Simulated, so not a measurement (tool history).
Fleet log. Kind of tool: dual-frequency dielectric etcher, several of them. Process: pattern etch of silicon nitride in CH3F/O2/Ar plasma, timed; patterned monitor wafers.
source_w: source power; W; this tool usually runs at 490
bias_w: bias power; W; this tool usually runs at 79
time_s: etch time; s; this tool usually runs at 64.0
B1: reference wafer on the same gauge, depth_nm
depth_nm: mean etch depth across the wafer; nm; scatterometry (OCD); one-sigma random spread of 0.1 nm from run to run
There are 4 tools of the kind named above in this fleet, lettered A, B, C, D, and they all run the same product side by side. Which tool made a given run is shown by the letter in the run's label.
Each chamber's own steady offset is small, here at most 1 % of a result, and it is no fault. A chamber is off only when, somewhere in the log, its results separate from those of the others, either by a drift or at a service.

Run 1A, hour 12.7: usual settings; B1 43.502. Result: depth_nm 49.957 nm.
Run 2D, hour 25.9: usual settings; B1 43.503. Result: depth_nm 50.035 nm.
Run 3B, hour 41.0: usual settings; B1 43.505. Result: depth_nm 50.218 nm.
Run 4C, hour 50.4: usual settings; B1 43.485. Result: depth_nm 49.696 nm.
Run 5A, hour 63.9: usual settings; B1 43.503. Result: depth_nm 49.916 nm.
Run 6B, hour 80.3: usual settings; B1 43.492. Result: depth_nm 50.264 nm.
Run 7D, hour 96.0: usual settings; B1 43.522. Result: depth_nm 50.174 nm.
Run 8C, hour 110.8: usual settings; B1 43.498. Result: depth_nm 49.679 nm.
At hour 111.0: chamber B: wet clean of the chamber.
Run 9B, hour 123.9: usual settings; B1 43.488. Result: depth_nm 50.286 nm.
Run 10C, hour 135.7: usual settings; B1 43.489. Result: depth_nm 49.673 nm.
Run 11A, hour 149.3: usual settings; B1 43.483. Result: depth_nm 49.942 nm.
Run 12D, hour 160.4: usual settings; B1 43.486. Result: depth_nm 50.202 nm.
At hour 167.2: chamber A: wet clean of the chamber.
Run 13C, hour 174.0: usual settings; B1 43.498. Result: depth_nm 49.734 nm.
Run 14A, hour 187.9: usual settings; B1 43.493. Result: depth_nm 50.036 nm.
Run 15B, hour 200.6: usual settings; B1 43.518. Result: depth_nm 50.463 nm.
Run 16D, hour 210.7: usual settings; B1 43.514. Result: depth_nm 50.240 nm.
Run 17C, hour 221.8: usual settings but time_s 55.5 s; B1 43.532. Result: depth_nm 43.119 nm.
Run 18D, hour 231.5: usual settings but time_s 55.5 s; B1 43.477. Result: depth_nm 43.731 nm.
At hour 245.0: chamber A: source power generator calibrated.
Run 19B, hour 245.3: usual settings but time_s 55.5 s; B1 43.517. Result: depth_nm 43.577 nm.
Run 20A, hour 252.6: usual settings but time_s 55.5 s; B1 43.494. Result: depth_nm 43.172 nm.
Run 21D, hour 267.1: usual settings; B1 43.505. Result: depth_nm 50.045 nm.
Run 22B, hour 278.7: usual settings; B1 43.492. Result: depth_nm 50.424 nm.
Run 23C, hour 286.8: usual settings; B1 43.496. Result: depth_nm 49.964 nm.
At hour 292.5: chamber C: wet clean of the chamber.
Run 24A, hour 293.9: usual settings but source_w 580 W, bias_w 91 W; B1 43.502. Result: depth_nm 55.805 nm.
Run 25D, hour 306.7: usual settings but source_w 580 W, bias_w 91 W; B1 43.516. Result: depth_nm 56.206 nm.
Run 26B, hour 319.9: usual settings but source_w 580 W, bias_w 91 W; B1 43.520. Result: depth_nm 56.683 nm.
Run 27A, hour 335.6: usual settings but source_w 580 W, bias_w 91 W; B1 43.493. Result: depth_nm 56.017 nm.
Run 28C, hour 345.8: usual settings; B1 43.489. Result: depth_nm 50.709 nm.
Run 29C, hour 355.8: usual settings; B1 43.484. Result: depth_nm 50.909 nm.
Run 30B, hour 365.6: usual settings; B1 43.490. Result: depth_nm 50.264 nm.
Run 31D, hour 379.4: usual settings but source_w 570 W; B1 43.518. Result: depth_nm 53.191 nm.
Run 32A, hour 392.2: usual settings but source_w 570 W; B1 43.493. Result: depth_nm 53.088 nm.
Run 33D, hour 400.4: usual settings but source_w 570 W; B1 43.479. Result: depth_nm 53.189 nm.
Run 34A, hour 416.8: usual settings but source_w 570 W; B1 43.503. Result: depth_nm 52.820 nm.
Run 35B, hour 432.1: usual settings; B1 43.505. Result: depth_nm 50.333 nm.
Run 36C, hour 443.0: usual settings; B1 43.499. Result: depth_nm 50.815 nm.
Run 37C, hour 450.8: usual settings; B1 43.511. Result: depth_nm 50.897 nm.
Run 38A, hour 460.5: usual settings; B1 43.492. Result: depth_nm 49.809 nm.
Run 39D, hour 470.8: usual settings; B1 43.488. Result: depth_nm 50.186 nm.
Run 40B, hour 481.9: usual settings; B1 43.483. Result: depth_nm 50.360 nm.

Which is it: a chamber that has drifted or been left off by a service, a gauge drift common to all chambers, or only each chamber's usual small offset? If a chamber is off, name it and its likeliest cause.

A service on chamber C put it out of line with the rest.
Cause: etch rate over this chamber's usual, % = 2.07.

Below are 4 candidate recipes for chamber C's next run, each the usual settings with a change, their results shown as question marks. Which of them brings C's results back in line with what the other chambers give on the usual settings?
Counts as in line when no further than this from what the other chambers average on the usual settings: depth_nm 0.400 nm
Run 41C-1, hour 493.6: usual settings but source_w 510 W. Result: depth_nm ?.
Run 41C-2, hour 493.6: usual settings but time_s 62.5 s. Result: depth_nm ?.
Run 41C-3, hour 493.6: usual settings but bias_w 80 W, time_s 65.5 s. Result: depth_nm ?.
Run 41C-4, hour 493.6: usual settings but bias_w 76 W. Result: depth_nm ?.

The mean the other chambers reach with the usual settings: depth_nm 50.174 nm
  run  depth_nm
41C-1    51.570
41C-2    49.594
41C-3    52.201
41C-4    50.111
It is 41C-4 that realigns the chamber with its peers.

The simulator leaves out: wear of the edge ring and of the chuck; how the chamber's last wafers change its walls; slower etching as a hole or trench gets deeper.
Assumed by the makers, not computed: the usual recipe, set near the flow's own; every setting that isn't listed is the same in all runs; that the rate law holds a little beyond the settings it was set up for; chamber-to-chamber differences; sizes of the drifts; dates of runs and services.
